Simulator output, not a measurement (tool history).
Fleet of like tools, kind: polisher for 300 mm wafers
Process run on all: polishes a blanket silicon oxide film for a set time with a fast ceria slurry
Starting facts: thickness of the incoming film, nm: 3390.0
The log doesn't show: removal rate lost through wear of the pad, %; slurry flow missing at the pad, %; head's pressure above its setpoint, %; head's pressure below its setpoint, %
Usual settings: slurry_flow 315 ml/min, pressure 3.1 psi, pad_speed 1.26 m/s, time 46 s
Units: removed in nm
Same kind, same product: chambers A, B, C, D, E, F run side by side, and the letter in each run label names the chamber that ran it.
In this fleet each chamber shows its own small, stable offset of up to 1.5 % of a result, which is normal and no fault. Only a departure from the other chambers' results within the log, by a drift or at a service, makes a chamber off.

run	hour	slurry_flow	pressure	pad_speed	time	wafers polished on this pad	hours since the slurry nozzle was cleaned	hours since the head pressure was calibrated	removed
1E	3.9	315	3.1	1.26	46	344	271.8	249.4	1089.90
2A	11.0	315	3.1	1.26	46	387	192.9	159.4	1093.40
3F	18.4	315	3.1	1.26	46	992	150.4	600.3	1089.20
4D	24.6	315	3.1	1.26	46	934	184.3	249.7	1120.20
# hour 26.3: chamber F: worn pad replaced by a new one
# hour 28.4: chamber A: slurry nozzle cleaned
# hour 28.6: chamber C: worn pad replaced by a new one
5C	32.3	315	3.1	1.26	46	51	144.7	303.0	1115.00
# hour 32.5: chamber B: slurry nozzle cleaned
# hour 34.5: chamber B: worn pad replaced by a new one
6B	36.2	315	3.1	1.26	46	23	3.8	739.6	1090.80
# hour 37.4: chamber F: head pressure recalibrated
7C	42.3	315	3.1	1.26	46	189	154.7	313.0	1104.50
8B	46.5	315	3.1	1.26	46	165	14.1	749.9	1101.00
# hour 50.4: chamber D: worn pad replaced by a new one
9E	51.4	315	3.1	1.26	46	998	319.3	296.9	1073.20
10F	58.2	315	3.1	1.26	46	439	190.2	20.9	1114.90
11A	62.9	315	3.1	1.26	46	1101	34.5	211.3	1101.70
12D	67.3	315	3.1	1.26	46	234	227.0	292.4	1094.00
# hour 69.1: chamber A: worn pad replaced by a new one
13C	74.7	315	3.1	1.26	59	635	187.1	345.4	1398.50
14D	78.6	315	3.1	1.26	59	389	238.3	303.7	1394.10
15E	82.7	315	3.1	1.26	59	1429	350.6	328.2	1367.20
# hour 87.4: chamber B: worn pad replaced by a new one
16B	89.3	315	3.1	1.26	59	26	56.9	792.7	1421.80
17A	94.4	315	3.1	1.26	59	348	66.0	242.8	1421.60
# hour 95.0: chamber C: worn pad replaced by a new one
18F	100.7	315	3.1	1.26	59	1024	232.7	63.4	1423.90
19B	105.1	315	3.1	1.26	46	244	72.7	808.5	1081.40
# hour 106.4: chamber F: worn pad replaced by a new one
20E	113.1	315	3.1	1.26	46	1847	381.0	358.6	1050.40
21D	121.3	315	3.1	1.26	46	977	281.0	346.4	1085.60
22C	129.6	420	3.1	0.84	46	476	242.0	400.3	748.47
# hour 131.9: chamber C: slurry nozzle cleaned
23A	133.7	420	3.1	0.84	46	889	105.3	282.1	759.00
# hour 134.9: chamber B: worn pad replaced by a new one
24F	140.0	420	3.1	0.84	46	462	272.0	102.7	753.50
# hour 141.7: chamber D: worn pad replaced by a new one
25C	148.2	420	3.1	0.84	46	732	16.3	418.9	756.83
# hour 151.7: chamber E: head pressure recalibrated
26A	152.2	420	3.1	0.84	46	1144	123.8	300.6	750.86
27B	158.0	420	3.1	0.84	46	319	125.6	861.4	728.16
# hour 161.3: chamber C: worn pad replaced by a new one
28E	166.0	315	3.1	1.26	46	2576	433.9	14.4	1015.10
# hour 168.4: chamber A: worn pad replaced by a new one
# hour 170.1: chamber D: slurry nozzle cleaned
29F	172.2	210	3.1	1.26	46	906	304.2	134.9	1044.30
# hour 175.0: chamber F: slurry nozzle cleaned
30D	178.9	210	3.1	1.26	46	512	8.9	404.0	1052.50
# hour 182.0: chamber E: slurry nozzle cleaned
31D	183.7	210	3.1	1.26	46	578	13.7	408.8	1046.80
# hour 191.3: chamber B: worn pad replaced by a new one
32A	191.4	210	3.1	1.26	46	317	163.0	339.8	1052.00
# hour 196.6: chamber F: worn pad replaced by a new one
33C	198.2	210	3.1	1.26	46	508	66.3	468.9	1063.60
34F	205.6	210	3.1	1.26	46	124	30.6	168.3	1026.30
35E	214.2	315	3.1	1.26	46	3239	32.3	62.6	999.08
# hour 215.8: chamber B: slurry nozzle cleaned
# hour 220.7: chamber C: worn pad replaced by a new one
36B	220.9	315	3.1	1.26	46	408	5.1	924.3	1075.80
# hour 223.4: chamber D: worn pad replaced by a new one
37C	224.8	315	2.5	1.66	46	57	92.9	495.5	1165.70
38D	229.2	315	2.5	1.66	46	80	59.2	454.3	1177.40
39A	233.1	315	2.5	1.66	46	891	204.7	381.5	1164.50
# hour 239.0: chamber B: worn pad replaced by a new one
40B	241.6	315	2.5	1.66	46	36	25.8	945.0	1140.60
41F	248.3	315	2.5	1.66	46	712	73.3	211.0	1152.80

All chambers now run identical settings, listed one chamber a line with results as question marks. What results will each chamber show?
42A	254.6	315	3.1	1.26	32				?
42B	254.6	315	3.1	1.26	32				?
42C	254.6	315	3.1	1.26	32				?
42D	254.6	315	3.1	1.26	32				?
42E	254.6	315	3.1	1.26	32				?
42F	254.6	315	3.1	1.26	32				?

run	removed
42A	782.92
42B	767.21
42C	755.89
42D	758.49
42E	684.09
42F	766.77
